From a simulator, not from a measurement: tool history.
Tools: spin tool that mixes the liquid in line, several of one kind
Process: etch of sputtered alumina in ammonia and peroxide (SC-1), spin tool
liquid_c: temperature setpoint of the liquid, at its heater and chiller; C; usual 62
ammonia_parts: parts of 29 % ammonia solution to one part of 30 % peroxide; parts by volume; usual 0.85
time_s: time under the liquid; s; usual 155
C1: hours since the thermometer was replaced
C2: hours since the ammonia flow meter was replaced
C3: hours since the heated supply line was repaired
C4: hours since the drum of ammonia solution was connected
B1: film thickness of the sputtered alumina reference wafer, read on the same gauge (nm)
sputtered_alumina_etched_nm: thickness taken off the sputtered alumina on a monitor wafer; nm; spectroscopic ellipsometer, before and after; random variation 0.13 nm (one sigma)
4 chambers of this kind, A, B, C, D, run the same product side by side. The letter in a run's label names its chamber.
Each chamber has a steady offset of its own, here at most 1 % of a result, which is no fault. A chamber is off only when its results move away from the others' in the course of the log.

{"run": "1A", "hour": 4.2, "liquid_c": 62, "ammonia_parts": 0.85, "time_s": 155, "C1": 1100.7, "C2": 460.3, "C3": 1050.8, "C4": 312.2, "B1": 50.003, "sputtered_alumina_etched_nm": 18.607}
{"run": "2D", "hour": 11.4, "liquid_c": 62, "ammonia_parts": 0.85, "time_s": 155, "C1": 1581.3, "C2": 1162.8, "C3": 3325.5, "C4": 841.6, "B1": 49.982, "sputtered_alumina_etched_nm": 18.931}
{"run": "3C", "hour": 15.5, "liquid_c": 62, "ammonia_parts": 0.85, "time_s": 155, "C1": 1234.5, "C2": 514.1, "C3": 633.9, "C4": 759.7, "B1": 50.004, "sputtered_alumina_etched_nm": 18.358}
{"run": "4B", "hour": 22.6, "liquid_c": 62, "ammonia_parts": 0.85, "time_s": 155, "C1": 137.6, "C2": 2051.4, "C3": 572.2, "C4": 144.7, "B1": 49.983, "sputtered_alumina_etched_nm": 18.541}
{"run": "5B", "hour": 30.0, "liquid_c": 62, "ammonia_parts": 0.85, "time_s": 155, "C1": 145, "C2": 2058.8, "C3": 579.6, "C4": 152.1, "B1": 49.994, "sputtered_alumina_etched_nm": 18.991}
{"run": "6D", "hour": 35.9, "liquid_c": 62, "ammonia_parts": 0.85, "time_s": 155, "C1": 1605.8, "C2": 1187.3, "C3": 3350, "C4": 866.1, "B1": 49.996, "sputtered_alumina_etched_nm": 18.7}
{"run": "7A", "hour": 42.2, "liquid_c": 62, "ammonia_parts": 0.85, "time_s": 155, "C1": 1138.7, "C2": 498.3, "C3": 1088.8, "C4": 350.2, "B1": 50.016, "sputtered_alumina_etched_nm": 18.424}
{"run": "8C", "hour": 48.1, "liquid_c": 57, "ammonia_parts": 0.85, "time_s": 155, "C1": 1267.1, "C2": 546.7, "C3": 666.5, "C4": 792.3, "B1": 50.002, "sputtered_alumina_etched_nm": 14.404}
{"run": "9B", "hour": 53.7, "liquid_c": 57, "ammonia_parts": 0.85, "time_s": 155, "C1": 168.7, "C2": 2082.5, "C3": 603.3, "C4": 175.8, "B1": 50.028, "sputtered_alumina_etched_nm": 14.507}
{"run": "10D", "hour": 60.9, "liquid_c": 57, "ammonia_parts": 0.85, "time_s": 155, "C1": 1630.8, "C2": 1212.3, "C3": 3375, "C4": 891.1, "B1": 50.027, "sputtered_alumina_etched_nm": 14.546}
{"run": "11A", "hour": 68.3, "liquid_c": 57, "ammonia_parts": 0.85, "time_s": 155, "C1": 1164.8, "C2": 524.4, "C3": 1114.9, "C4": 376.3, "B1": 50.007, "sputtered_alumina_etched_nm": 14.166}
{"run": "12C", "hour": 75.8, "liquid_c": 62, "ammonia_parts": 0.85, "time_s": 155, "C1": 1294.8, "C2": 574.4, "C3": 694.2, "C4": 820, "B1": 49.991, "sputtered_alumina_etched_nm": 18.659}
{"run": "13A", "hour": 80.4, "liquid_c": 62, "ammonia_parts": 0.85, "time_s": 155, "C1": 1176.9, "C2": 536.5, "C3": 1127, "C4": 388.4, "B1": 50.004, "sputtered_alumina_etched_nm": 17.967}
{"run": "14D", "hour": 87.1, "liquid_c": 62, "ammonia_parts": 0.85, "time_s": 155, "C1": 1657, "C2": 1238.5, "C3": 3401.2, "C4": 917.3, "B1": 49.994, "sputtered_alumina_etched_nm": 18.694}
{"run": "15C", "hour": 90.7, "liquid_c": 62, "ammonia_parts": 0.85, "time_s": 155, "C1": 1309.7, "C2": 589.3, "C3": 709.1, "C4": 834.9, "B1": 49.974, "sputtered_alumina_etched_nm": 18.671}
{"run": "16B", "hour": 96.6, "liquid_c": 62, "ammonia_parts": 0.85, "time_s": 155, "C1": 211.6, "C2": 2125.4, "C3": 646.2, "C4": 218.7, "B1": 49.982, "sputtered_alumina_etched_nm": 18.74}
{"run": "17D", "hour": 103.0, "liquid_c": 62, "ammonia_parts": 0.85, "time_s": 155, "C1": 1672.9, "C2": 1254.4, "C3": 3417.1, "C4": 933.2, "B1": 49.985, "sputtered_alumina_etched_nm": 18.71}
{"run": "18B", "hour": 110.0, "liquid_c": 62, "ammonia_parts": 0.85, "time_s": 155, "C1": 225, "C2": 2138.8, "C3": 659.6, "C4": 232.1, "B1": 49.99, "sputtered_alumina_etched_nm": 18.727}
{"run": "19A", "hour": 117.1, "liquid_c": 55.5, "ammonia_parts": 0.85, "time_s": 155, "C1": 1213.6, "C2": 573.2, "C3": 1163.7, "C4": 425.1, "B1": 50.021, "sputtered_alumina_etched_nm": 12.752}
{"hour": 117.9, "done": "chamber B: ammonia flow meter replaced"}
{"run": "20C", "hour": 124.0, "liquid_c": 55.5, "ammonia_parts": 0.85, "time_s": 155, "C1": 1343, "C2": 622.6, "C3": 742.4, "C4": 868.2, "B1": 50.026, "sputtered_alumina_etched_nm": 13.372}
{"run": "21C", "hour": 128.5, "liquid_c": 55.5, "ammonia_parts": 0.85, "time_s": 155, "C1": 1347.5, "C2": 627.1, "C3": 746.9, "C4": 872.7, "B1": 49.98, "sputtered_alumina_etched_nm": 13.425}
{"run": "22D", "hour": 133.6, "liquid_c": 55.5, "ammonia_parts": 0.85, "time_s": 155, "C1": 1703.5, "C2": 1285, "C3": 3447.7, "C4": 963.8, "B1": 50.001, "sputtered_alumina_etched_nm": 13.334}
{"run": "23A", "hour": 138.4, "liquid_c": 62, "ammonia_parts": 0.85, "time_s": 155, "C1": 1234.9, "C2": 594.5, "C3": 1185, "C4": 446.4, "B1": 49.994, "sputtered_alumina_etched_nm": 17.842}
{"run": "24B", "hour": 143.4, "liquid_c": 62, "ammonia_parts": 1.05, "time_s": 155, "C1": 258.4, "C2": 25.6, "C3": 693, "C4": 265.5, "B1": 49.99, "sputtered_alumina_etched_nm": 19.125}
{"run": "25C", "hour": 149.0, "liquid_c": 62, "ammonia_parts": 1.05, "time_s": 155, "C1": 1368, "C2": 647.6, "C3": 767.4, "C4": 893.2, "B1": 50.001, "sputtered_alumina_etched_nm": 19.016}
{"run": "26B", "hour": 154.5, "liquid_c": 62, "ammonia_parts": 1.05, "time_s": 155, "C1": 269.5, "C2": 36.7, "C3": 704.1, "C4": 276.6, "B1": 50.035, "sputtered_alumina_etched_nm": 19.212}
{"run": "27D", "hour": 159.2, "liquid_c": 62, "ammonia_parts": 1.05, "time_s": 155, "C1": 1729.1, "C2": 1310.6, "C3": 3473.3, "C4": 989.4, "B1": 49.992, "sputtered_alumina_etched_nm": 19.143}
{"run": "28A", "hour": 166.0, "liquid_c": 62, "ammonia_parts": 1.05, "time_s": 120, "C1": 1262.5, "C2": 622.1, "C3": 1212.6, "C4": 474, "B1": 50.002, "sputtered_alumina_etched_nm": 13.809}

Is one chamber off against the others, does the gauge drift, or is nothing wrong? If a chamber is off, say which, and what the likeliest cause is.

Chamber A drifts away from the others.
Cause: temperature lost on the way to the wafer (K) = 1.33.
The log may not tell that from: liquid colder than its thermometer reads (K).

Here are 4 candidates for chamber A's next run, each the usual settings with a change, their results left as question marks. Which one brings its results back in line with what the others give on the usual settings?
In line means no further than this from the other chambers' mean on the usual settings: sputtered_alumina_etched_nm 0.46 nm
{"run": "29A-1", "hour": 171.5, "liquid_c": 60.5, "ammonia_parts": 0.85, "time_s": 155, "sputtered_alumina_etched_nm": "?"}
{"run": "29A-2", "hour": 171.5, "liquid_c": 62, "ammonia_parts": 0.85, "time_s": 165, "sputtered_alumina_etched_nm": "?"}
{"run": "29A-3", "hour": 171.5, "liquid_c": 63, "ammonia_parts": 0.85, "time_s": 170, "sputtered_alumina_etched_nm": "?"}
{"run": "29A-4", "hour": 171.5, "liquid_c": 61, "ammonia_parts": 0.85, "time_s": 140, "sputtered_alumina_etched_nm": "?"}

The other chambers' mean on the usual settings: sputtered_alumina_etched_nm 18.695 nm
run=29A-1 sputtered_alumina_etched_nm=16.174
run=29A-2 sputtered_alumina_etched_nm=18.567
run=29A-3 sputtered_alumina_etched_nm=20.118
run=29A-4 sputtered_alumina_etched_nm=14.982
29A-2 brings the chamber back in line.
